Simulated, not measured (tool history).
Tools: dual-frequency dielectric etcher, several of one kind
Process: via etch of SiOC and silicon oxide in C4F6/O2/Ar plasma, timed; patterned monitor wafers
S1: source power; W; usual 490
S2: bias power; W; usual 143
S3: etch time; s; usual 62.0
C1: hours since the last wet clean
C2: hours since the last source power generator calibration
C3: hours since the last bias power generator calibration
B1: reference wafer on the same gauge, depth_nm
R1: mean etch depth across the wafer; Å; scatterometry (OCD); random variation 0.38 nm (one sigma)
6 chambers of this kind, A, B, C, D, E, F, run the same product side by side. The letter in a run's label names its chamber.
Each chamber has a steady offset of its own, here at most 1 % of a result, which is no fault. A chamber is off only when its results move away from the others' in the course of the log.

run,hour,S1,S2,S3,C1,C2,C3,B1,R1
1C,10.9,490,143,62.0,520.4,1381.5,2512.8,82.150,707.48
2E,18.5,490,143,62.0,264.8,2995.5,1208.0,82.130,708.48
3B,29.4,490,143,62.0,500.3,622.7,572.7,82.171,693.88
4F,34.8,490,143,62.0,277.7,232.8,2332.1,82.146,697.90
5A,43.9,490,143,62.0,281.3,598.3,1047.7,82.184,705.59
# hour 52.4: chamber D: bias power generator calibrated
6D,52.4,490,143,62.0,649.7,1609.9,0.0,82.146,700.62
7D,62.7,490,143,62.0,660.0,1620.2,10.3,82.177,699.45
8B,69.3,490,143,62.0,540.2,662.6,612.6,82.112,705.44
9C,75.0,490,143,62.0,584.5,1445.6,2576.9,82.265,702.96
10A,80.5,490,143,62.0,317.9,634.9,1084.3,82.180,711.35
11E,85.7,490,143,62.0,332.0,3062.7,1275.2,82.245,701.26
# hour 90.5: chamber C: wet clean of the chamber
# hour 92.5: chamber D: wet clean of the chamber
12F,93.1,490,143,62.0,336.0,291.1,2390.4,82.238,700.63
13D,102.7,490,143,62.0,10.3,1660.2,50.3,82.180,696.27
14A,110.6,490,143,62.0,348.0,665.0,1114.4,82.329,706.82
15C,118.5,490,143,62.0,28.0,1489.1,2620.4,82.207,706.90
16B,126.8,490,143,62.0,597.7,720.1,670.1,82.151,705.41
17F,138.9,490,143,62.0,381.8,336.9,2436.2,82.127,704.84
18E,144.2,490,143,62.0,390.5,3121.2,1333.7,82.097,702.07
19C,154.1,490,143,62.0,63.6,1524.7,2656.0,82.161,711.99
20B,165.4,490,143,62.0,636.3,758.7,708.7,82.198,706.05
21A,171.5,550,143,62.0,408.9,725.9,1175.3,82.243,744.29
# hour 175.3: chamber A: wet clean of the chamber
22F,178.4,550,143,62.0,421.3,376.4,2475.7,82.258,731.66
23E,188.1,550,143,62.0,434.4,3165.1,1377.6,82.261,734.72
24D,198.3,550,143,62.0,105.9,1755.8,145.9,82.229,734.29
# hour 200.9: chamber B: wet clean of the chamber
25C,209.0,550,143,62.0,118.5,1579.6,2710.9,82.237,743.93
26B,216.5,550,143,62.0,15.7,809.8,759.8,82.271,730.59
27A,222.4,490,143,62.0,47.2,776.8,1226.2,82.207,687.02
28D,233.6,490,143,62.0,141.2,1791.1,181.2,82.103,703.24
29E,243.3,490,143,62.0,489.6,3220.3,1432.8,82.264,701.87
30F,255.1,490,143,62.0,498.0,453.1,2552.4,82.254,698.89
31E,264.9,490,143,62.0,511.2,3241.9,1454.4,82.132,700.21
32A,274.8,490,143,62.0,99.6,829.2,1278.6,82.225,671.79
33B,282.6,490,143,62.0,81.8,875.9,825.9,82.279,701.18
34D,289.1,490,143,62.0,196.7,1846.6,236.7,82.305,699.81
# hour 294.5: chamber F: wet clean of the chamber
35F,298.9,490,172,73.5,4.5,496.9,2596.2,82.095,874.19
36C,309.1,490,172,73.5,218.6,1679.7,2811.0,82.302,893.87
37B,320.6,490,172,73.5,119.8,913.9,863.9,82.231,880.53
38D,330.8,490,172,73.5,238.4,1888.3,278.4,82.319,874.50

Is one chamber off against the others, does the gauge drift, or is nothing wrong? If a chamber is off, say which, and what the likeliest cause is.

A service left chamber A off against the others.
Cause: etch rate under this chamber's usual, % = 3.77.

Here are 4 candidates for chamber A's next run, each the usual settings with a change, their results left as question marks. Which one brings its results back in line with what the others give on the usual settings?
In line means no further than this from the other chambers' mean on the usual settings: R1 13.00 Å
39A-1,339.5,490,142,60.0,,,,,?
39A-2,339.5,490,158,62.0,,,,,?
39A-3,339.5,480,141,58.5,,,,,?
39A-4,339.5,490,143,66.0,,,,,?

The other chambers' mean on the usual settings: R1 702.05 Å
run,R1
39A-1,658.75
39A-2,703.34
39A-3,635.70
39A-4,726.16
39A-2 brings the chamber back in line.
